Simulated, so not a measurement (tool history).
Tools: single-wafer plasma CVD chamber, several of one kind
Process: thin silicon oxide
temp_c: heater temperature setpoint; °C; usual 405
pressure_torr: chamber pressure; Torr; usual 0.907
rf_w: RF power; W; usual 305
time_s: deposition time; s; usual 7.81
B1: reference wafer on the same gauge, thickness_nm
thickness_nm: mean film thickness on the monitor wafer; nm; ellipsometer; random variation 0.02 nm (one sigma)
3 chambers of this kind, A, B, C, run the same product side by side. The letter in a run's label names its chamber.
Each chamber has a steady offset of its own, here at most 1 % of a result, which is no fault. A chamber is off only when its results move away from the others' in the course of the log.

{"run": "1B", "hour": 3.4, "temp_c": 405, "pressure_torr": 0.907, "rf_w": 305, "time_s": 7.81, "B1": 13.297, "thickness_nm": 16.139}
{"run": "2A", "hour": 10.5, "temp_c": 405, "pressure_torr": 0.907, "rf_w": 305, "time_s": 7.81, "B1": 13.295, "thickness_nm": 16.179}
{"run": "3C", "hour": 13.9, "temp_c": 405, "pressure_torr": 0.907, "rf_w": 305, "time_s": 7.81, "B1": 13.293, "thickness_nm": 16.066}
{"run": "4C", "hour": 18.5, "temp_c": 405, "pressure_torr": 0.907, "rf_w": 305, "time_s": 7.81, "B1": 13.292, "thickness_nm": 16.074}
{"run": "5A", "hour": 21.6, "temp_c": 405, "pressure_torr": 0.907, "rf_w": 305, "time_s": 7.81, "B1": 13.287, "thickness_nm": 16.117}
{"run": "6B", "hour": 25.5, "temp_c": 405, "pressure_torr": 0.907, "rf_w": 305, "time_s": 7.81, "B1": 13.286, "thickness_nm": 16.136}
{"run": "7B", "hour": 30.3, "temp_c": 405, "pressure_torr": 0.907, "rf_w": 305, "time_s": 7.81, "B1": 13.29, "thickness_nm": 16.152}
{"run": "8C", "hour": 36.3, "temp_c": 405, "pressure_torr": 0.907, "rf_w": 305, "time_s": 7.81, "B1": 13.286, "thickness_nm": 16.026}
{"hour": 37.6, "done": "chamber C: thermocouple changed; heater temperature recalibrated"}
{"run": "9A", "hour": 39.9, "temp_c": 405, "pressure_torr": 0.907, "rf_w": 305, "time_s": 7.81, "B1": 13.281, "thickness_nm": 16.153}
{"hour": 44.7, "done": "chamber A: capacitance manometer re-zeroed and calibrated"}
{"run": "10B", "hour": 46.4, "temp_c": 405, "pressure_torr": 0.907, "rf_w": 305, "time_s": 7.81, "B1": 13.277, "thickness_nm": 16.12}
{"run": "11A", "hour": 52.2, "temp_c": 405, "pressure_torr": 0.907, "rf_w": 305, "time_s": 7.81, "B1": 13.278, "thickness_nm": 16.122}
{"run": "12C", "hour": 58.4, "temp_c": 405, "pressure_torr": 0.907, "rf_w": 355, "time_s": 7.3, "B1": 13.273, "thickness_nm": 15.862}
{"run": "13C", "hour": 65.1, "temp_c": 405, "pressure_torr": 0.907, "rf_w": 355, "time_s": 7.3, "B1": 13.273, "thickness_nm": 15.914}
{"run": "14B", "hour": 70.0, "temp_c": 405, "pressure_torr": 0.907, "rf_w": 355, "time_s": 7.3, "B1": 13.27, "thickness_nm": 15.973}
{"run": "15A", "hour": 74.7, "temp_c": 405, "pressure_torr": 0.907, "rf_w": 305, "time_s": 7.81, "B1": 13.264, "thickness_nm": 16.096}
{"run": "16C", "hour": 78.0, "temp_c": 405, "pressure_torr": 0.907, "rf_w": 305, "time_s": 7.81, "B1": 13.267, "thickness_nm": 16.011}
{"run": "17A", "hour": 82.7, "temp_c": 405, "pressure_torr": 0.907, "rf_w": 305, "time_s": 7.81, "B1": 13.266, "thickness_nm": 16.13}
{"run": "18B", "hour": 89.3, "temp_c": 405, "pressure_torr": 0.907, "rf_w": 305, "time_s": 7.81, "B1": 13.264, "thickness_nm": 16.092}
{"run": "19C", "hour": 95.8, "temp_c": 405, "pressure_torr": 0.907, "rf_w": 260, "time_s": 7.81, "B1": 13.265, "thickness_nm": 14.977}
{"run": "20A", "hour": 100.1, "temp_c": 405, "pressure_torr": 0.907, "rf_w": 260, "time_s": 7.81, "B1": 13.26, "thickness_nm": 15.061}
{"run": "21B", "hour": 104.1, "temp_c": 405, "pressure_torr": 0.907, "rf_w": 260, "time_s": 7.81, "B1": 13.255, "thickness_nm": 15.082}
{"run": "22B", "hour": 111.1, "temp_c": 417, "pressure_torr": 0.907, "rf_w": 275, "time_s": 7.81, "B1": 13.25, "thickness_nm": 15.273}
{"run": "23A", "hour": 114.3, "temp_c": 417, "pressure_torr": 0.907, "rf_w": 275, "time_s": 7.81, "B1": 13.251, "thickness_nm": 15.29}
{"run": "24C", "hour": 121.3, "temp_c": 417, "pressure_torr": 0.907, "rf_w": 275, "time_s": 7.81, "B1": 13.249, "thickness_nm": 15.205}
{"run": "25A", "hour": 128.3, "temp_c": 412, "pressure_torr": 0.907, "rf_w": 305, "time_s": 7.81, "B1": 13.249, "thickness_nm": 16.009}
{"run": "26B", "hour": 132.7, "temp_c": 412, "pressure_torr": 0.907, "rf_w": 305, "time_s": 7.81, "B1": 13.246, "thickness_nm": 16.022}
{"run": "27C", "hour": 137.3, "temp_c": 412, "pressure_torr": 0.907, "rf_w": 305, "time_s": 7.81, "B1": 13.242, "thickness_nm": 15.899}
{"run": "28A", "hour": 143.8, "temp_c": 405, "pressure_torr": 0.907, "rf_w": 305, "time_s": 7.81, "B1": 13.234, "thickness_nm": 16.084}
{"run": "29C", "hour": 148.2, "temp_c": 405, "pressure_torr": 0.907, "rf_w": 305, "time_s": 7.81, "B1": 13.239, "thickness_nm": 16.015}
{"run": "30B", "hour": 152.0, "temp_c": 405, "pressure_torr": 0.907, "rf_w": 305, "time_s": 7.81, "B1": 13.234, "thickness_nm": 16.1}

Next, every chamber runs the same settings. What will each give?
{"run": "31A", "hour": 157.1, "temp_c": 405, "pressure_torr": 0.907, "rf_w": 305, "time_s": 7.81, "thickness_nm": "?"}
{"run": "31B", "hour": 157.1, "temp_c": 405, "pressure_torr": 0.907, "rf_w": 305, "time_s": 7.81, "thickness_nm": "?"}
{"run": "31C", "hour": 157.1, "temp_c": 405, "pressure_torr": 0.907, "rf_w": 305, "time_s": 7.81, "thickness_nm": "?"}

run=31A thickness_nm=16.064
run=31B thickness_nm=16.072
run=31C thickness_nm=15.996
